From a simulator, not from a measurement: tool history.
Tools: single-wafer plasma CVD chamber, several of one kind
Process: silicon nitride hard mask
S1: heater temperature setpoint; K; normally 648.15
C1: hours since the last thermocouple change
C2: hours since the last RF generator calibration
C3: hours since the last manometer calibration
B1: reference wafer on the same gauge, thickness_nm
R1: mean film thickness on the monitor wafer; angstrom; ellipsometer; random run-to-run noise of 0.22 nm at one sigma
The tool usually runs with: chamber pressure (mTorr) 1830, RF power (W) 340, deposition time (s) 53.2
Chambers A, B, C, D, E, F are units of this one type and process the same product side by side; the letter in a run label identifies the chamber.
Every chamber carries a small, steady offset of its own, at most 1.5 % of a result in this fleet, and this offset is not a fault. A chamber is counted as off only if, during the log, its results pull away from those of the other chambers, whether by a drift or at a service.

run 1F day=0.462 | S1=648.15 chamber_pressure_(mTorr)=1830 RF_power_(W)=340 deposition_time_(s)=53.2 | C1=490.3 C2=1115 C3=865.9 | B1=67.615 | R1=699.51
-- day=0.479 chamber B: capacitance manometer re-zeroed and calibrated
run 2D day=0.717 | S1=648.15 chamber_pressure_(mTorr)=1830 RF_power_(W)=340 deposition_time_(s)=53.2 | C1=1067 C2=20.4 C3=1390.6 | B1=67.587 | R1=694.4
run 3A day=0.971 | S1=648.15 chamber_pressure_(mTorr)=1830 RF_power_(W)=340 deposition_time_(s)=53.2 | C1=281.9 C2=325 C3=605.8 | B1=67.618 | R1=686.16
run 4E day=1.4 | S1=648.15 chamber_pressure_(mTorr)=1830 RF_power_(W)=340 deposition_time_(s)=53.2 | C1=74.5 C2=1142.6 C3=1812 | B1=67.61 | R1=700.63
run 5C day=1.975 | S1=648.15 chamber_pressure_(mTorr)=1830 RF_power_(W)=340 deposition_time_(s)=53.2 | C1=591 C2=411.4 C3=1226.6 | B1=67.6 | R1=692.12
run 6B day=2.4 | S1=648.15 chamber_pressure_(mTorr)=1830 RF_power_(W)=340 deposition_time_(s)=53.2 | C1=684.2 C2=925.4 C3=46.2 | B1=67.577 | R1=699
run 7D day=2.754 | S1=648.15 chamber_pressure_(mTorr)=1830 RF_power_(W)=340 deposition_time_(s)=53.2 | C1=1115.9 C2=69.3 C3=1439.5 | B1=67.644 | R1=693.07
run 8B day=3.258 | S1=648.15 chamber_pressure_(mTorr)=1830 RF_power_(W)=340 deposition_time_(s)=53.2 | C1=704.8 C2=946 C3=66.8 | B1=67.545 | R1=694.48
run 9F day=3.767 | S1=648.15 chamber_pressure_(mTorr)=1830 RF_power_(W)=340 deposition_time_(s)=53.2 | C1=569.6 C2=1194.3 C3=945.2 | B1=67.566 | R1=701.07
run 10E day=4.296 | S1=648.15 chamber_pressure_(mTorr)=1830 RF_power_(W)=340 deposition_time_(s)=53.2 | C1=144 C2=1212.1 C3=1881.5 | B1=67.66 | R1=695.87
run 11A day=4.879 | S1=648.15 chamber_pressure_(mTorr)=1830 RF_power_(W)=340 deposition_time_(s)=53.2 | C1=375.7 C2=418.8 C3=699.6 | B1=67.621 | R1=686.34
run 12C day=5.346 | S1=648.15 chamber_pressure_(mTorr)=1830 RF_power_(W)=340 deposition_time_(s)=53.2 | C1=671.9 C2=492.3 C3=1307.5 | B1=67.613 | R1=695.46
run 13E day=5.767 | S1=648.15 chamber_pressure_(mTorr)=1830 RF_power_(W)=340 deposition_time_(s)=53.2 | C1=179.3 C2=1247.4 C3=1916.8 | B1=67.598 | R1=698.38
run 14A day=6.342 | S1=648.15 chamber_pressure_(mTorr)=1830 RF_power_(W)=340 deposition_time_(s)=53.2 | C1=410.8 C2=453.9 C3=734.7 | B1=67.61 | R1=688.56
run 15F day=6.892 | S1=648.15 chamber_pressure_(mTorr)=1830 RF_power_(W)=340 deposition_time_(s)=53.2 | C1=644.6 C2=1269.3 C3=1020.2 | B1=67.593 | R1=702.41
-- day=6.938 chamber F: capacitance manometer re-zeroed and calibrated
run 16B day=7.162 | S1=648.15 chamber_pressure_(mTorr)=1830 RF_power_(W)=340 deposition_time_(s)=53.2 | C1=798.5 C2=1039.7 C3=160.5 | B1=67.663 | R1=693.25
run 17C day=7.704 | S1=648.15 chamber_pressure_(mTorr)=1830 RF_power_(W)=340 deposition_time_(s)=53.2 | C1=728.5 C2=548.9 C3=1364.1 | B1=67.614 | R1=694.59
-- day=7.975 chamber E: RF generator calibrated
run 18D day=8.112 | S1=648.15 chamber_pressure_(mTorr)=1830 RF_power_(W)=340 deposition_time_(s)=53.2 | C1=1244.5 C2=197.9 C3=1568.1 | B1=67.668 | R1=696.84
run 19C day=8.517 | S1=648.15 chamber_pressure_(mTorr)=1830 RF_power_(W)=340 deposition_time_(s)=53.2 | C1=748 C2=568.4 C3=1383.6 | B1=67.652 | R1=696.78
run 20D day=8.788 | S1=648.15 chamber_pressure_(mTorr)=1830 RF_power_(W)=340 deposition_time_(s)=53.2 | C1=1260.7 C2=214.1 C3=1584.3 | B1=67.577 | R1=695.68
run 21E day=9.088 | S1=648.15 chamber_pressure_(mTorr)=1830 RF_power_(W)=340 deposition_time_(s)=53.2 | C1=259 C2=26.8 C3=1996.5 | B1=67.645 | R1=701.11
run 22F day=9.517 | S1=648.15 chamber_pressure_(mTorr)=1830 RF_power_(W)=340 deposition_time_(s)=53.2 | C1=707.6 C2=1332.3 C3=61.9 | B1=67.602 | R1=715.64
-- day=9.812 chamber C: capacitance manometer re-zeroed and calibrated
run 23A day=9.95 | S1=648.15 chamber_pressure_(mTorr)=1830 RF_power_(W)=340 deposition_time_(s)=53.2 | C1=497.4 C2=540.5 C3=821.3 | B1=67.571 | R1=688.95
run 24B day=10.458 | S1=648.15 chamber_pressure_(mTorr)=1830 RF_power_(W)=340 deposition_time_(s)=53.2 | C1=877.6 C2=1118.8 C3=239.6 | B1=67.583 | R1=699.05
run 25E day=11.021 | S1=648.15 chamber_pressure_(mTorr)=1830 RF_power_(W)=340 deposition_time_(s)=53.2 | C1=305.4 C2=73.2 C3=2042.9 | B1=67.559 | R1=693.41
run 26D day=11.496 | S1=648.15 chamber_pressure_(mTorr)=1830 RF_power_(W)=340 deposition_time_(s)=53.2 | C1=1325.7 C2=279.1 C3=1649.3 | B1=67.637 | R1=701.1
run 27B day=11.854 | S1=648.15 chamber_pressure_(mTorr)=1830 RF_power_(W)=340 deposition_time_(s)=53.2 | C1=911.1 C2=1152.3 C3=273.1 | B1=67.573 | R1=695.11
run 28F day=12.146 | S1=648.15 chamber_pressure_(mTorr)=1830 RF_power_(W)=340 deposition_time_(s)=53.2 | C1=770.7 C2=1395.4 C3=125 | B1=67.543 | R1=711.72
run 29C day=12.417 | S1=648.15 chamber_pressure_(mTorr)=1830 RF_power_(W)=340 deposition_time_(s)=53.2 | C1=841.6 C2=662 C3=62.5 | B1=67.531 | R1=694.28
run 30A day=12.729 | S1=648.15 chamber_pressure_(mTorr)=1830 RF_power_(W)=340 deposition_time_(s)=53.2 | C1=564.1 C2=607.2 C3=888 | B1=67.539 | R1=691.79
run 31A day=13.062 | S1=648.15 chamber_pressure_(mTorr)=1830 RF_power_(W)=340 deposition_time_(s)=53.2 | C1=572.1 C2=615.2 C3=896 | B1=67.602 | R1=687.75
run 32B day=13.588 | S1=648.15 chamber_pressure_(mTorr)=1450 RF_power_(W)=340 deposition_time_(s)=53.2 | C1=952.7 C2=1193.9 C3=314.7 | B1=67.574 | R1=650.07
run 33E day=13.862 | S1=648.15 chamber_pressure_(mTorr)=1450 RF_power_(W)=340 deposition_time_(s)=53.2 | C1=373.6 C2=141.4 C3=2111.1 | B1=67.628 | R1=655.14
run 34F day=14.279 | S1=648.15 chamber_pressure_(mTorr)=1450 RF_power_(W)=340 deposition_time_(s)=53.2 | C1=821.9 C2=1446.6 C3=176.2 | B1=67.623 | R1=671.79
-- day=14.633 chamber D: thermocouple changed; heater temperature recalibrated
run 35D day=14.692 | S1=648.15 chamber_pressure_(mTorr)=1450 RF_power_(W)=340 deposition_time_(s)=53.2 | C1=1.4 C2=355.8 C3=1726 | B1=67.57 | R1=648.16
run 36C day=14.946 | S1=648.15 chamber_pressure_(mTorr)=1450 RF_power_(W)=340 deposition_time_(s)=53.2 | C1=902.3 C2=722.7 C3=123.2 | B1=67.566 | R1=647.14
run 37E day=15.333 | S1=648.15 chamber_pressure_(mTorr)=1450 RF_power_(W)=340 deposition_time_(s)=53.2 | C1=408.9 C2=176.7 C3=2146.4 | B1=67.596 | R1=651.27
run 38C day=15.821 | S1=648.15 chamber_pressure_(mTorr)=1830 RF_power_(W)=340 deposition_time_(s)=53.2 | C1=923.3 C2=743.7 C3=144.2 | B1=67.627 | R1=697.93
run 39F day=16.229 | S1=648.15 chamber_pressure_(mTorr)=1830 RF_power_(W)=340 deposition_time_(s)=60.1 | C1=868.7 C2=1493.4 C3=223 | B1=67.602 | R1=806.59
run 40D day=16.779 | S1=648.15 chamber_pressure_(mTorr)=1830 RF_power_(W)=340 deposition_time_(s)=60.1 | C1=51.5 C2=405.9 C3=1776.1 | B1=67.577 | R1=783.1
run 41B day=17.038 | S1=648.15 chamber_pressure_(mTorr)=1830 RF_power_(W)=340 deposition_time_(s)=60.1 | C1=1035.5 C2=1276.7 C3=397.5 | B1=67.61 | R1=785.94
run 42A day=17.488 | S1=648.15 chamber_pressure_(mTorr)=1830 RF_power_(W)=340 deposition_time_(s)=60.1 | C1=678.3 C2=721.4 C3=1002.2 | B1=67.599 | R1=780.39
run 43F day=17.75 | S1=648.15 chamber_pressure_(mTorr)=1830 RF_power_(W)=340 deposition_time_(s)=60.1 | C1=905.2 C2=1529.9 C3=259.5 | B1=67.614 | R1=801.4
run 44A day=18.129 | S1=648.15 chamber_pressure_(mTorr)=1830 RF_power_(W)=340 deposition_time_(s)=60.1 | C1=693.7 C2=736.8 C3=1017.6 | B1=67.598 | R1=780.34

Each of the 6 chambers runs these same settings next. Fill in every chamber's results:
run 45A day=18.55 | S1=648.15 chamber_pressure_(mTorr)=1830 RF_power_(W)=285 deposition_time_(s)=53.2 | R1=?
run 45B day=18.55 | S1=648.15 chamber_pressure_(mTorr)=1830 RF_power_(W)=285 deposition_time_(s)=53.2 | R1=?
run 45C day=18.55 | S1=648.15 chamber_pressure_(mTorr)=1830 RF_power_(W)=285 deposition_time_(s)=53.2 | R1=?
run 45D day=18.55 | S1=648.15 chamber_pressure_(mTorr)=1830 RF_power_(W)=285 deposition_time_(s)=53.2 | R1=?
run 45E day=18.55 | S1=648.15 chamber_pressure_(mTorr)=1830 RF_power_(W)=285 deposition_time_(s)=53.2 | R1=?
run 45F day=18.55 | S1=648.15 chamber_pressure_(mTorr)=1830 RF_power_(W)=285 deposition_time_(s)=53.2 | R1=?

run=45A R1=612.92
run=45B R1=622.72
run=45C R1=615.87
run=45D R1=623.91
run=45E R1=619.75
run=45F R1=634.68
